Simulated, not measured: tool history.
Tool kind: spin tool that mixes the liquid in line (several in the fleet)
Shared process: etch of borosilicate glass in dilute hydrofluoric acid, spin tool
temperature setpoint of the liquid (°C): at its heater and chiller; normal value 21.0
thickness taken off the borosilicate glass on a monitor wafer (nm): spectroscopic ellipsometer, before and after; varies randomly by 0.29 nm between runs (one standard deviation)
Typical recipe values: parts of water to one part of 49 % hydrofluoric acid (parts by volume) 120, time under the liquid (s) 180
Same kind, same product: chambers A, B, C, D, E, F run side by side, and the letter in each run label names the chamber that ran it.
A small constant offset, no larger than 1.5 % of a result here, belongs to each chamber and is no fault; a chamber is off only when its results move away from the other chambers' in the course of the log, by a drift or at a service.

run	hour	temperature setpoint of the liquid (°C)	parts of water to one part of 49 % hydrofluoric acid (parts by volume)	time under the liquid (s)	hours since the thermometer was replaced	hours since the hydrofluoric acid flow meter was replaced	read-back film thickness of the borosilicate glass reference wafer, read on the same gauge (nm)	thickness taken off the borosilicate glass on a monitor wafer (nm)
1A	2.1	21.0	120	180	2019.9	950.6	40.005	35.064
2E	6.1	21.0	120	180	122.8	879.6	39.983	35.250
3F	10.3	21.0	120	180	943.9	597.7	39.998	35.884
4C	14.1	21.0	120	180	1456.3	299.2	40.005	36.341
5B	16.6	21.0	120	180	383.2	1640.8	40.008	35.587
6D	20.4	21.0	120	180	496.1	107.1	40.001	36.292
7E	23.1	23.5	120	180	139.8	896.6	39.989	38.797
8F	27.8	23.5	120	180	961.4	615.2	39.993	39.351
9D	32.1	23.5	120	180	507.8	118.8	40.042	40.190
10C	36.1	23.5	120	180	1478.3	321.2	39.977	40.214
11A	39.7	23.5	120	180	2057.5	988.2	40.049	39.332
12B	41.7	23.5	120	180	408.3	1665.9	40.023	39.109
13B	45.3	25.5	120	180	411.9	1669.5	39.990	42.366
14A	48.1	25.5	120	180	2065.9	996.6	40.011	41.753
# hour 51.7: chamber F: hydrofluoric acid flow meter replaced
15F	52.4	25.5	120	180	986.0	0.8	40.014	42.130
16E	55.5	25.5	120	180	172.2	929.0	39.989	42.718
17D	58.1	25.5	120	180	533.8	144.8	39.998	42.463
18C	62.0	25.5	120	180	1504.2	347.1	40.004	43.644
19B	65.6	21.0	120	180	432.2	1689.8	39.991	35.522
20E	68.9	21.0	120	180	185.6	942.4	40.000	35.225
21F	72.9	21.0	120	180	1006.5	21.3	39.965	35.512
22A	77.5	21.0	120	180	2095.3	1026.0	40.032	35.257
23D	80.8	21.0	120	180	556.5	167.5	39.985	35.622
24C	85.5	21.0	120	180	1527.7	370.6	40.003	37.289
25C	88.0	21.0	120	180	1530.2	373.1	39.970	37.555
26F	91.0	21.0	120	180	1024.6	39.4	39.986	35.965
27E	95.4	21.0	120	180	212.1	968.9	40.011	35.806
28D	98.5	21.0	120	180	574.2	185.2	39.989	36.139
29A	100.7	21.0	120	180	2118.5	1049.2	40.027	35.003
30B	105.0	21.0	120	180	471.6	1729.2	39.973	36.204
31B	107.9	21.0	120	180	474.5	1732.1	39.975	35.692
32C	112.5	21.0	90	180	1554.7	397.6	40.054	52.304
33A	117.2	21.0	90	180	2135.0	1065.7	39.970	48.363
34D	119.4	21.0	90	180	595.1	206.1	40.008	49.027
35F	123.8	21.0	90	180	1057.4	72.2	39.978	49.585
36E	126.3	21.0	90	180	243.0	999.8	39.982	48.486
37E	130.4	21.0	90	180	247.1	1003.9	39.958	48.558
38C	133.1	21.0	120	180	1575.3	418.2	40.002	38.861
39A	135.7	21.0	120	180	2153.5	1084.2	39.961	35.270
40F	139.5	21.0	120	180	1073.1	87.9	39.982	35.735
41B	143.7	21.0	80	180	510.3	1767.9	40.022	56.938
42D	146.2	21.0	80	180	621.9	232.9	39.969	56.603

Decide between three cases: one chamber stands off from its peers, the gauge reading all wafers drifts, or nothing is wrong past each chamber's small offset. Where a chamber is off, say which and what most likely put it there.

One chamber, C, drifts off from the rest bit by bit.
Most likely cause: liquid hotter than its thermometer reads (K) = 2.26.
Not necessarily distinguishable in this log from: hydrofluoric acid flow above the setpoint (%).

Chamber C could run next with any of the 4 candidate recipes listed below; each alters the usual settings, and their results appear as question marks. Which one brings its results back in line with what the other chambers deliver on the usual settings?
In-line tolerance around the mean of the other chambers on the usual settings: thickness taken off the borosilicate glass on a monitor wafer (nm) 1.000
43C-1	149.6	21.0	115	190				?
43C-2	149.6	21.0	125	170				?
43C-3	149.6	21.0	120	220				?
43C-4	149.6	21.0	130	160				?

The other chambers' mean on the usual settings: thickness taken off the borosilicate glass on a monitor wafer (nm) 35.575
run	thickness taken off the borosilicate glass on a monitor wafer (nm)
43C-1	43.697
43C-2	35.591
43C-3	48.233
43C-4	32.040
Change 43C-2 lands the chamber within the allowed miss of the other chambers.
